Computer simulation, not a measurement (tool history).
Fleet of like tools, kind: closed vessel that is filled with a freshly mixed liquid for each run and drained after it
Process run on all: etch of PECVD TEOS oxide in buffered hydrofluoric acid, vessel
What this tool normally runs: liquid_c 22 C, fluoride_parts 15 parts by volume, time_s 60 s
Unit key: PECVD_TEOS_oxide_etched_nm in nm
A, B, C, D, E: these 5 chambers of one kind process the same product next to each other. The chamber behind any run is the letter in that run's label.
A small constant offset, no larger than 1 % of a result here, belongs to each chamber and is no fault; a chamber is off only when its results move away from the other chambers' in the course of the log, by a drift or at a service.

run   hour  liquid_c  fluoride_parts  time_s  read-back film thickness of the PECVD TEOS oxide reference wafer, read on the same gauge (nm)  PECVD_TEOS_oxide_etched_nm
 1D    5.3        22              15      60                                                                                         50.007                      91.451
 2C   14.4        22              15      60                                                                                         50.006                      92.076
 3B   20.1        22              15      60                                                                                         50.009                        90.6
 4E   29.6        22              15      60                                                                                         50.015                       90.41
 5A   35.8        22              11      30                                                                                         50.008                      60.672
 6C   44.8        22              11      30                                                                                         49.988                      61.649
 7B   52.8        22              11      30                                                                                         50.007                      60.463
 8A   62.4        22              11      30                                                                                         49.994                       60.14
 9D   72.7        22              11      30                                                                                         49.987                      61.054
10E   80.4        22              15      60                                                                                         49.996                      91.364
      81.2  -- chamber B: hydrofluoric acid flow meter replaced
11D   89.5        22              15      60                                                                                         49.997                      91.934
12E   94.8        22              15      60                                                                                         49.992                      87.892
13B  103.3        22            12.5      60                                                                                         49.998                      109.47
14A  108.5        22            12.5      60                                                                                         50.001                       107.9
15C  117.4        22            12.5      60                                                                                         49.997                       107.9
16B    124        22            12.5      60                                                                                         50.007                      109.42
17A  129.9        22            12.5      60                                                                                         50.018                      107.27
18C  136.5        22              15      60                                                                                         50.001                      90.871
19E  146.5        22              15      60                                                                                         50.022                      87.373
20D  151.3        22              18      90                                                                                         50.002                      114.52
21D    160        22              18      90                                                                                             50                      116.11
     168.2  -- chamber B: thermometer replaced
22C  170.4        22              18      90                                                                                         50.005                       112.7
23E  178.2        22              18      90                                                                                         50.011                      108.69
24B  187.8        22              18      90                                                                                         50.008                      115.79
25A  197.9        22              15      60                                                                                         50.003                      89.942
26E  205.8        22              15      60                                                                                         49.989                       87.54
27A  213.9        22              15      60                                                                                         49.987                      88.912
28D  222.1        22              15      40                                                                                         50.002                       61.07
29C  230.7        22              15      40                                                                                         49.986                      60.612
     231.9  -- chamber C: thermometer replaced
30B  236.6        22              15      40                                                                                         49.984                      61.538
31C  242.8        22              15      40                                                                                         49.998                      60.702
32B  250.3        22              15      40                                                                                         50.016                      59.662
33D  256.1        22              15      60                                                                                         50.003                      91.175
34A  264.7        22              15      60                                                                                         49.988                      89.592
35E  270.7        22              15      60                                                                                         49.986                      85.039
36B  278.9        22              15      60                                                                                          49.98                      91.415
37A  287.9        22              15      60                                                                                         50.009                      90.397
38E  296.8        22              15      60                                                                                         50.005                      84.313
39C  303.9        22              15      60                                                                                         49.995                      90.192

Which is it: a chamber that has drifted or been left off by a service, a gauge drift common to all chambers, or only each chamber's usual small offset? If a chamber is off, name it and its likeliest cause.

One chamber, E, drifts off from the rest bit by bit.
Likeliest cause: hydrofluoric acid flow below the setpoint (%) = 7.93.
The log may not separate it from: liquid colder than its thermometer reads (K).

Below are 4 candidate recipes for chamber E's next run, each the usual settings with a change, their results shown as question marks. Which of them brings E's results back in line with what the other chambers give on the usual settings?
In line here means within this much of the mean the other chambers give on the usual settings: PECVD_TEOS_oxide_etched_nm 2.9 nm
40E-1  311.4        22            14.5      60                                                                                                                          ?
40E-2  311.4      23.5              15      60                                                                                                                          ?
40E-3  311.4      21.5              16      60                                                                                                                          ?
40E-4  311.4        22            15.5      60                                                                                                                          ?

The mean the other chambers reach with the usual settings: PECVD_TEOS_oxide_etched_nm 90.582 nm
  run  PECVD_TEOS_oxide_etched_nm
40E-1                       86.23
40E-2                      90.581
40E-3                      76.233
40E-4                      80.833
The answer is 40E-2, which returns the chamber to within the allowed miss of the others.
